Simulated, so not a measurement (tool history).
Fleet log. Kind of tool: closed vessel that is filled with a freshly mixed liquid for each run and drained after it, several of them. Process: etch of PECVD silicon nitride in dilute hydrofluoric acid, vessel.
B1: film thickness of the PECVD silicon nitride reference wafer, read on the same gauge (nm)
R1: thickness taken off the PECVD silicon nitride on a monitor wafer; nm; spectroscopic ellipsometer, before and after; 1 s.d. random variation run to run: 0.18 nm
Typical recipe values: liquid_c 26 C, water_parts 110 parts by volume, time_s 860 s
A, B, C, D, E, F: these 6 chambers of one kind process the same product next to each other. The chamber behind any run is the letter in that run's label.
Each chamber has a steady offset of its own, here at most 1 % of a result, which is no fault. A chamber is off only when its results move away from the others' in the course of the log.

Run 1A, hour 11.7: usual settings; B1 90.006. Result: R1 26.667 nm.
Run 2B, hour 24.2: usual settings; B1 90.016. Result: R1 26.576 nm.
Run 3F, hour 35: usual settings; B1 89.99. Result: R1 26.354 nm.
Run 4D, hour 44.9: usual settings; B1 89.986. Result: R1 26.188 nm.
Run 5E, hour 55.4: usual settings; B1 90.02. Result: R1 26.709 nm.
Run 6C, hour 67.1: usual settings; B1 90.014. Result: R1 26.811 nm.
Run 7B, hour 78: usual settings; B1 90.023. Result: R1 26.684 nm.
Run 8A, hour 88.3: usual settings; B1 90.014. Result: R1 26.683 nm.
At hour 98.3: chamber B: hydrofluoric acid flow meter replaced.
Run 9D, hour 99.3: usual settings; B1 90.002. Result: R1 26.615 nm.
Run 10E, hour 109.2: usual settings; B1 89.982. Result: R1 26.728 nm.
Run 11C, hour 117.8: usual settings; B1 90.022. Result: R1 26.642 nm.
Run 12F, hour 128.7: usual settings but time_s 645 s; B1 90.019. Result: R1 20.184 nm.
Run 13B, hour 135.1: usual settings but time_s 645 s; B1 90.01. Result: R1 19.911 nm.
Run 14F, hour 145.6: usual settings but time_s 645 s; B1 89.996. Result: R1 20.039 nm.
Run 15C, hour 151.6: usual settings but time_s 645 s; B1 90.037. Result: R1 20.104 nm.
Run 16A, hour 161.6: usual settings but time_s 645 s; B1 90.014. Result: R1 19.744 nm.
Run 17D, hour 173.7: usual settings but time_s 645 s; B1 90.007. Result: R1 20.108 nm.
Run 18E, hour 184.2: usual settings; B1 89.994. Result: R1 26.232 nm.
Run 19A, hour 191.5: usual settings; B1 89.978. Result: R1 26.434 nm.
Run 20D, hour 197.6: usual settings; B1 89.998. Result: R1 26.996 nm.
Run 21B, hour 208.2: usual settings; B1 89.989. Result: R1 26.616 nm.
Run 22F, hour 213.7: usual settings; B1 89.98. Result: R1 26.937 nm.
Run 23C, hour 224.5: usual settings; B1 90.013. Result: R1 26.756 nm.
Run 24E, hour 232.4: usual settings; B1 90.034. Result: R1 26.395 nm.
Run 25B, hour 244.1: usual settings; B1 89.971. Result: R1 26.23 nm.
At hour 244.9: chamber F: hydrofluoric acid flow meter replaced.
Run 26F, hour 251.6: usual settings; B1 89.969. Result: R1 27.024 nm.
Run 27A, hour 257.7: usual settings; B1 90.002. Result: R1 26.388 nm.
At hour 267: chamber C: hydrofluoric acid flow meter replaced.
Run 28C, hour 269.7: usual settings; B1 90.004. Result: R1 26.834 nm.
Run 29E, hour 275.5: usual settings; B1 90.015. Result: R1 26.763 nm.
Run 30D, hour 283: usual settings; B1 89.979. Result: R1 27.608 nm.
Run 31E, hour 290.9: usual settings; B1 89.994. Result: R1 26.373 nm.
Run 32B, hour 296.4: usual settings; B1 89.972. Result: R1 26.62 nm.
Run 33C, hour 302.1: usual settings; B1 89.984. Result: R1 26.536 nm.
Run 34F, hour 308.1: usual settings; B1 90.001. Result: R1 27.081 nm.
Run 35D, hour 318.1: usual settings; B1 90.019. Result: R1 27.896 nm.
Run 36A, hour 329.2: usual settings; B1 90.017. Result: R1 26.14 nm.

Read the log: is a single chamber off, either drifting away or since a service, is the gauge that measures every chamber drifting, or is nothing wrong beyond small per-chamber offsets? Name any odd chamber and what most likely caused it.

Chamber D drifts away from the others.
What lies behind it: hydrofluoric acid flow above the setpoint (%) = 6.95.
It could be hard to tell apart here from: liquid hotter than its thermometer reads (K).

Chamber D could run next with any of the 4 candidate recipes listed below; each alters the usual settings, and their results appear as question marks. Which one brings its results back in line with what the other chambers deliver on the usual settings?
Counts as in line when no further than this from what the other chambers average on the usual settings: R1 0.64 nm
Run 37D-1, hour 338.2: usual settings but time_s 810 s. Result: R1 ?.
Run 37D-2, hour 338.2: usual settings but liquid_c 27.5 C. Result: R1 ?.
Run 37D-3, hour 338.2: usual settings but time_s 905 s. Result: R1 ?.
Run 37D-4, hour 338.2: usual settings but time_s 775 s. Result: R1 ?.

The mean the other chambers reach with the usual settings: R1 26.693 nm
  run      R1
37D-1  26.501
37D-2  31.007
37D-3  29.609
37D-4  25.356
Change 37D-1 lands the chamber within the allowed miss of the other chambers.
